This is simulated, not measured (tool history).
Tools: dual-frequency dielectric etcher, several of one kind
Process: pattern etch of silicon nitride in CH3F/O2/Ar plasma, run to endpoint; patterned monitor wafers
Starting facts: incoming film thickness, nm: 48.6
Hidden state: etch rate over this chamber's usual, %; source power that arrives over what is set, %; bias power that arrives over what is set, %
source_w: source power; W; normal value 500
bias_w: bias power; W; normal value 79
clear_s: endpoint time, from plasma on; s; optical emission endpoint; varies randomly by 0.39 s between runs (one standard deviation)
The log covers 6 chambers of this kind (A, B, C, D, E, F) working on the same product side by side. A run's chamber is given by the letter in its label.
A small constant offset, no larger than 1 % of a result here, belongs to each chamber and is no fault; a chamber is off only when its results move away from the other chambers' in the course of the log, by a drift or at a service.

| run | hour | source_w | bias_w | hours since the last wet clean | hours since the last source power generator calibration | hours since the last bias power generator calibration | clear_s |
|---|---|---|---|---|---|---|---|
| 1B | 4.5 | 500 | 79 | 56.5 | 2175.8 | 3049.1 | 62.536 |
| 2A | 11.9 | 500 | 79 | 92.7 | 2580.6 | 2293.1 | 63.326 |
| 3C | 20.0 | 500 | 79 | 317.5 | 173.9 | 1092.0 | 62.057 |
| 4F | 26.5 | 500 | 79 | 304.3 | 463.2 | 1080.6 | 62.391 |
| 5E | 35.2 | 500 | 79 | 525.1 | 1763.0 | 2293.5 | 62.340 |
| 6D | 40.4 | 500 | 79 | 651.9 | 1098.1 | 278.0 | 62.322 |
| 7B | 48.7 | 500 | 79 | 100.7 | 2220.0 | 3093.3 | 63.027 |
| 8A | 53.1 | 500 | 79 | 133.9 | 2621.8 | 2334.3 | 62.423 |
|  | 55.8 | chamber E: wet clean of the chamber |
| 9F | 57.7 | 500 | 79 | 335.5 | 494.4 | 1111.8 | 62.545 |
|  | 60.5 | chamber D: wet clean of the chamber |
| 10D | 62.2 | 500 | 79 | 1.7 | 1119.9 | 299.8 | 63.097 |
| 11C | 68.1 | 560 | 79 | 365.6 | 222.0 | 1140.1 | 59.540 |
| 12E | 73.6 | 560 | 79 | 17.9 | 1801.4 | 2331.9 | 59.932 |
| 13B | 79.6 | 560 | 79 | 131.6 | 2250.9 | 3124.2 | 59.666 |
| 14C | 83.9 | 560 | 79 | 381.4 | 237.8 | 1155.9 | 59.604 |
| 15E | 90.7 | 560 | 79 | 35.0 | 1818.5 | 2349.0 | 59.810 |
|  | 94.8 | chamber B: bias power generator calibrated |
| 16D | 100.3 | 560 | 79 | 39.8 | 1158.0 | 337.9 | 59.168 |
| 17F | 104.6 | 500 | 79 | 382.4 | 541.3 | 1158.7 | 62.636 |
| 18A | 112.5 | 500 | 79 | 193.3 | 2681.2 | 2393.7 | 62.330 |
| 19B | 120.5 | 500 | 79 | 172.5 | 2291.8 | 25.8 | 62.954 |
| 20D | 128.4 | 500 | 79 | 67.9 | 1186.1 | 366.0 | 62.658 |
| 21A | 134.6 | 500 | 79 | 215.4 | 2703.3 | 2415.8 | 62.540 |
| 22C | 141.4 | 500 | 79 | 438.9 | 295.3 | 1213.4 | 62.308 |
| 23E | 147.2 | 500 | 79 | 91.5 | 1875.0 | 2405.5 | 62.200 |
| 24F | 156.6 | 400 | 79 | 434.4 | 593.3 | 1210.7 | 67.889 |
| 25C | 165.2 | 400 | 79 | 462.7 | 319.1 | 1237.2 | 67.455 |
| 26D | 171.2 | 400 | 79 | 110.7 | 1228.9 | 408.8 | 68.468 |
| 27F | 179.0 | 400 | 79 | 456.8 | 615.7 | 1233.1 | 68.520 |
| 28E | 186.7 | 400 | 79 | 131.0 | 1914.5 | 2445.0 | 67.584 |
| 29B | 195.0 | 400 | 79 | 247.0 | 2366.3 | 100.3 | 67.739 |
| 30A | 203.7 | 500 | 79 | 284.5 | 2772.4 | 2484.9 | 62.405 |
| 31A | 210.7 | 550 | 79 | 291.5 | 2779.4 | 2491.9 | 60.058 |
| 32F | 218.8 | 550 | 79 | 496.6 | 655.5 | 1272.9 | 60.299 |
| 33B | 227.0 | 550 | 79 | 279.0 | 2398.3 | 132.3 | 59.833 |
| 34E | 232.9 | 550 | 79 | 177.2 | 1960.7 | 2491.2 | 59.988 |
| 35D | 241.8 | 550 | 79 | 181.3 | 1299.5 | 479.4 | 60.870 |
| 36C | 248.9 | 550 | 79 | 546.4 | 402.8 | 1320.9 | 59.656 |
| 37F | 257.8 | 500 | 72 | 535.6 | 694.5 | 1311.9 | 64.273 |

Read the log: is a single chamber off, either drifting away or since a service, is the gauge that measures every chamber drifting, or is nothing wrong beyond small per-chamber offsets? Name any odd chamber and what most likely caused it.

Beyond each chamber's small constant offset nothing stands out, and the gauge stays steady.
